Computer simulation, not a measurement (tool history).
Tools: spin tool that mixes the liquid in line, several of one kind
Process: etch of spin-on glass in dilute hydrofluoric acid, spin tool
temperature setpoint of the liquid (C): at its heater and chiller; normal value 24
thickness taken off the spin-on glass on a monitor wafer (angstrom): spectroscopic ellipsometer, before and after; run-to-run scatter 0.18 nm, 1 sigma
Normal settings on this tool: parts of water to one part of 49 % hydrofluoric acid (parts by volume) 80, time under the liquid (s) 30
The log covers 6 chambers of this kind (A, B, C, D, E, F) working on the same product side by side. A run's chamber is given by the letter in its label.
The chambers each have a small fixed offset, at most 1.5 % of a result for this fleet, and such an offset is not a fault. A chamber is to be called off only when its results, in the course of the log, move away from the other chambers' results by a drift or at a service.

run	day	temperature setpoint of the liquid (C)	parts of water to one part of 49 % hydrofluoric acid (parts by volume)	time under the liquid (s)	hours since the thermometer was replaced	hours since the hydrofluoric acid flow meter was replaced	read-back film thickness of the spin-on glass reference wafer, read on the same gauge (nm)	thickness taken off the spin-on glass on a monitor wafer (angstrom)
1F	0.171	24	80	30	437	1135.8	149.98	198.4
2A	0.433	24	80	30	407.1	71.1	150.01	196.22
3C	0.654	24	80	30	1219.8	1883.9	149.95	199.69
4D	0.804	24	80	30	381.3	844.9	150.01	198.58
5B	1.025	24	80	30	459.2	1162.9	150	199.19
6E	1.275	24	80	30	1332.5	390.5	150.05	196.69
7D	1.467	24	80	30	397.2	860.8	149.99	198.09
8F	1.658	27.5	80	15	472.7	1171.5	150.03	113.25
9A	1.821	27.5	80	15	440.4	104.4	149.98	113.1
10B	2.121	27.5	80	15	485.5	1189.2	150.04	113.21
11C	2.35	27.5	80	15	1260.5	1924.6	150.07	113.82
12E	2.517	27.5	80	15	1362.3	420.3	150.04	113.89
13E	2.708	27.5	80	15	1366.9	424.9	149.97	113.89
14C	2.925	24	95	20	1274.3	1938.4	150	109.45
15D	3.183	24	95	20	438.4	902	150.04	109.39
16A	3.354	24	95	20	477.2	141.2	149.97	108.02
17B	3.567	24	95	20	520.2	1223.9	150.05	110.13
18F	3.85	24	95	20	525.3	1224.1	149.99	107.39
19D	4.15	24	95	20	461.6	925.2	149.99	108.32
20B	4.304	24	80	30	537.9	1241.6	150	201.51
21F	4.6	24	80	30	543.3	1242.1	149.96	196.46
# day 4.762: chamber F: hydrofluoric acid flow meter replaced
22E	4.775	24	80	30	1416.5	474.5	149.99	193.48
23C	5.062	24	80	30	1325.6	1989.7	149.98	198.55
24A	5.338	24	80	30	524.8	188.8	149.96	199.42
25C	5.671	24	80	30	1340.2	2004.3	149.99	199.02
26B	5.867	24	80	30	575.4	1279.1	149.95	202.63
27F	6.196	24	80	30	581.6	34.5	150.04	190.02
28D	6.517	24	80	30	518.4	982	149.97	195.99
29A	6.662	24	80	30	556.6	220.6	149.99	199.94
30E	6.925	24	65	30	1468.1	526.1	149.98	244.95
31C	7.171	24	65	30	1376.2	2040.3	150.01	248.96
32D	7.45	24	65	30	540.8	1004.4	150.01	250.33
33B	7.717	24	65	30	619.8	1323.5	149.98	253.65
34E	7.883	24	65	30	1491.1	549.1	149.99	244.78
35F	8.179	24	65	30	629.2	82.1	150	232.55
36A	8.492	24	80	30	600.5	264.5	149.99	201.11

Next, every chamber runs the same settings. What will each give?
37A	8.729	24	80	30				?
37B	8.729	24	80	30				?
37C	8.729	24	80	30				?
37D	8.729	24	80	30				?
37E	8.729	24	80	30				?
37F	8.729	24	80	30				?

run	thickness taken off the spin-on glass on a monitor wafer (angstrom)
37A	199.48
37B	200.85
37C	200.42
37D	197.96
37E	197.72
37F	184.69
